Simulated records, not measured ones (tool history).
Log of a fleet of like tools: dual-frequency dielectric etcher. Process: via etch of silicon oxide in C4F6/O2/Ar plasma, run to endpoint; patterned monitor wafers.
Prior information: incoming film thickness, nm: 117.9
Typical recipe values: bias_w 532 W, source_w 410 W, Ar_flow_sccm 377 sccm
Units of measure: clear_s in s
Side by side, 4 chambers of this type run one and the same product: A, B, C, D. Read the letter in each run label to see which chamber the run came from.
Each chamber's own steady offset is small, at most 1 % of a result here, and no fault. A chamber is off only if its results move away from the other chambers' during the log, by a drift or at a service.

run,hour,bias_w,source_w,Ar_flow_sccm,hours since the last wet clean,hours since the last bias power generator calibration,hours since the last source power generator calibration,hours since the last Ar flow controller change,clear_s
1B,6.8,532,410,377,161.8,1659.2,1627.2,1618.8,25.831
2C,15.8,532,410,377,349.5,2139.4,64.0,1178.4,25.670
3A,24.5,532,410,377,259.1,187.4,1025.0,3485.9,25.754
4D,34.1,532,410,377,463.1,984.4,2570.3,601.3,26.097
5A,43.6,599,410,377,278.2,206.5,1044.1,3505.0,24.722
6D,49.7,599,410,377,478.7,1000.0,2585.9,616.9,24.914
# hour 57.0: chamber D: wet clean of the chamber
7C,57.9,599,410,377,391.6,2181.5,106.1,1220.5,24.699
# hour 61.0: chamber B: bias power generator calibrated
8B,62.7,599,410,377,217.7,1.8,1683.1,1674.7,24.583
9D,73.2,532,410,377,16.2,1023.5,2609.4,640.4,25.950
10C,79.1,532,460,377,412.8,2202.7,127.3,1241.7,24.685
11B,84.0,532,460,377,239.0,23.1,1704.4,1696.0,24.642
12A,90.4,532,460,377,325.0,253.3,1090.9,3551.8,24.749
13C,96.7,532,460,377,430.4,2220.3,144.9,1259.3,24.636
14B,103.2,532,410,377,258.2,42.3,1723.6,1715.2,25.729
15A,113.1,532,470,341,347.7,276.0,1113.6,3574.5,24.171
# hour 116.8: chamber A: wet clean of the chamber
16D,118.6,532,470,341,61.6,1068.9,2654.8,685.8,24.309
17B,123.6,532,470,341,278.6,62.7,1744.0,1735.6,24.365
18A,132.4,532,470,341,15.7,295.3,1132.9,3593.8,24.325
19D,142.0,532,410,377,85.0,1092.3,2678.2,709.2,25.858
20C,152.3,532,410,377,486.0,2275.9,200.5,1314.9,25.771
# hour 152.9: chamber C: wet clean of the chamber
21D,159.3,532,410,377,102.3,1109.6,2695.5,726.5,25.968
22A,164.4,532,410,377,47.7,327.3,1164.9,3625.8,25.787
23B,171.1,532,410,377,326.1,110.2,1791.5,1783.1,25.669
24C,177.1,532,410,377,24.2,2300.7,225.3,1339.7,26.918
25D,185.6,532,410,377,128.6,1135.9,2721.8,752.8,26.020
26B,195.6,532,410,377,350.6,134.7,1816.0,1807.6,25.905
27C,205.7,532,340,349,52.8,2329.3,253.9,1368.3,28.420
28A,215.4,532,340,349,98.7,378.3,1215.9,3676.8,27.412
29B,225.8,532,340,349,380.8,164.9,1846.2,1837.8,27.445
30C,235.4,532,340,349,82.5,2359.0,283.6,1398.0,28.639
31D,245.1,532,410,377,188.1,1195.4,2781.3,812.3,25.977
32A,251.9,532,410,377,135.2,414.8,1252.4,3713.3,25.877
33C,257.8,532,410,377,104.9,2381.4,306.0,1420.4,26.939
34B,264.4,532,410,377,419.4,203.5,1884.8,1876.4,25.838

Is one chamber off against the others, does the gauge drift, or is nothing wrong? If a chamber is off, say which, and what the likeliest cause is.

After it was serviced, chamber C no longer matches the other chambers.
Most likely cause: etch rate under this chamber's usual, % = 4.22.

Here are 4 candidates for chamber C's next run, each the usual settings with a change, their results left as question marks. Which one brings its results back in line with what the others give on the usual settings?
To be in line, a result may differ from the other chambers' mean on the usual settings by at most: clear_s 0.280 s
35C-1,272.0,505,390,383,,,,,?
35C-2,272.0,484,380,377,,,,,?
35C-3,272.0,581,440,367,,,,,?
35C-4,272.0,581,410,367,,,,,?

The other chambers' mean on the usual settings: clear_s 25.834 s
run,clear_s
35C-1,27.983
35C-2,28.663
35C-3,25.242
35C-4,25.911
Change 35C-4 lands the chamber within the allowed miss of the other chambers.
